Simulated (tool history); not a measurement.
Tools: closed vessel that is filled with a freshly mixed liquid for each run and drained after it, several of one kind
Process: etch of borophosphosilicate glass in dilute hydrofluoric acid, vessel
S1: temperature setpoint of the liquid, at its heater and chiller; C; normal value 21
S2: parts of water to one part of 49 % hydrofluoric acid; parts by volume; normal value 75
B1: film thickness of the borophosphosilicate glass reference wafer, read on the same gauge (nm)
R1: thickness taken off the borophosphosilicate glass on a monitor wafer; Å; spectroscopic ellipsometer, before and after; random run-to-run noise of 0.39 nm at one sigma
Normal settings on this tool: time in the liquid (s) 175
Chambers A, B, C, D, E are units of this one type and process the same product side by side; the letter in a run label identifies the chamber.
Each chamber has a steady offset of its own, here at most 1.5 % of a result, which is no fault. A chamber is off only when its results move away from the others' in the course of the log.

At day 0.275: chamber D: thermometer replaced.
Run 1B, day 0.579: usual settings; B1 110.02. Result: R1 566.31 Å.
Run 2A, day 0.917: usual settings; B1 109.99. Result: R1 562.99 Å.
Run 3E, day 1.267: usual settings; B1 109.98. Result: R1 553.52 Å.
Run 4C, day 1.738: usual settings; B1 110. Result: R1 557.39 Å.
Run 5D, day 2.183: usual settings; B1 109.99. Result: R1 561.46 Å.
Run 6A, day 2.488: usual settings; B1 110.01. Result: R1 563.16 Å.
Run 7B, day 3: usual settings; B1 109.97. Result: R1 566.9 Å.
At day 3.083: chamber E: thermometer replaced.
Run 8D, day 3.538: usual settings; B1 110.01. Result: R1 564.4 Å.
Run 9E, day 4.138: usual settings; B1 110.03. Result: R1 561.41 Å.
Run 10C, day 4.567: usual settings; B1 109.98. Result: R1 568.35 Å.
Run 11E, day 5.196: usual settings; B1 110. Result: R1 553.07 Å.
Run 12D, day 5.738: usual settings; B1 109.97. Result: R1 560.52 Å.
Run 13A, day 6.133: usual settings; B1 110.01. Result: R1 559.78 Å.
Run 14C, day 6.45: usual settings; B1 109.99. Result: R1 558.26 Å.
Run 15B, day 6.967: usual settings; B1 110.03. Result: R1 559.75 Å.
Run 16C, day 7.429: usual settings; B1 109.99. Result: R1 571.27 Å.
Run 17E, day 8.071: usual settings; B1 109.97. Result: R1 548.84 Å.
Run 18B, day 8.371: usual settings; B1 109.97. Result: R1 551.14 Å.
Run 19D, day 9.004: usual settings; B1 110.03. Result: R1 558.23 Å.
Run 20A, day 9.371: usual settings but S2 105 parts by volume; B1 109.98. Result: R1 390.65 Å.
Run 21C, day 9.675: usual settings but S2 105 parts by volume; B1 110.03. Result: R1 393 Å.
Run 22B, day 10.279: usual settings but S2 105 parts by volume; B1 110.02. Result: R1 372.16 Å.
Run 23D, day 10.625: usual settings but S2 105 parts by volume; B1 109.99. Result: R1 393.3 Å.
Run 24E, day 10.95: usual settings but S2 105 parts by volume; B1 110.01. Result: R1 385.28 Å.
Run 25A, day 11.504: usual settings; B1 110.01. Result: R1 561.24 Å.
Run 26C, day 11.808: usual settings; B1 109.98. Result: R1 562.66 Å.
Run 27E, day 12.467: usual settings; B1 110. Result: R1 555.49 Å.
Run 28A, day 12.767: usual settings; B1 110.02. Result: R1 559.26 Å.
Run 29D, day 13.067: usual settings; B1 109.99. Result: R1 562.58 Å.
Run 30B, day 13.729: usual settings; B1 109.99. Result: R1 532.49 Å.
Run 31C, day 14.092: usual settings; B1 109.98. Result: R1 562.92 Å.
Run 32E, day 14.738: usual settings; B1 110.03. Result: R1 559.96 Å.
Run 33B, day 15.167: usual settings; B1 109.98. Result: R1 526.45 Å.
At day 15.229: chamber B: hydrofluoric acid flow meter replaced.
Run 34A, day 15.825: usual settings; B1 110.02. Result: R1 561.52 Å.
Run 35D, day 16.388: usual settings; B1 110.03. Result: R1 562.91 Å.
Run 36D, day 16.738: usual settings; B1 110.02. Result: R1 560.27 Å.
Run 37A, day 17.188: usual settings; B1 109.99. Result: R1 567.15 Å.
Run 38B, day 17.542: usual settings; B1 109.99. Result: R1 523.2 Å.
Run 39E, day 17.883: usual settings; B1 110.01. Result: R1 562.41 Å.
Run 40C, day 18.208: usual settings; B1 110.02. Result: R1 562.82 Å.
Run 41E, day 18.796: usual settings; B1 110. Result: R1 556.28 Å.
Run 42D, day 19.258: usual settings; B1 110.01. Result: R1 559.02 Å.

Decide between three cases: one chamber stands off from its peers, the gauge reading all wafers drifts, or nothing is wrong past each chamber's small offset. Where a chamber is off, say which and what most likely put it there.

Chamber B drifts away from the others.
Cause: liquid colder than its thermometer reads (K) = 2.33.

Chamber B could run next with any of the 4 candidate recipes listed below; each alters the usual settings, and their results appear as question marks. Which one brings its results back in line with what the other chambers deliver on the usual settings?
In line here means within this much of the mean the other chambers give on the usual settings: R1 14 Å
Run 43B-1, day 19.75: usual settings but S1 23 C. Result: R1 ?.
Run 43B-2, day 19.75: usual settings but S2 80 parts by volume, time in the liquid (s) 170. Result: R1 ?.
Run 43B-3, day 19.75: usual settings but S1 25 C. Result: R1 ?.
Run 43B-4, day 19.75: usual settings but S2 80 parts by volume, time in the liquid (s) 160. Result: R1 ?.

Usual-settings mean across the other chambers: R1 561.56 Å
  run      R1
43B-1  554.68
43B-2   460.9
43B-3  602.76
43B-4  433.79
The answer is 43B-1, which returns the chamber to within the allowed miss of the others.

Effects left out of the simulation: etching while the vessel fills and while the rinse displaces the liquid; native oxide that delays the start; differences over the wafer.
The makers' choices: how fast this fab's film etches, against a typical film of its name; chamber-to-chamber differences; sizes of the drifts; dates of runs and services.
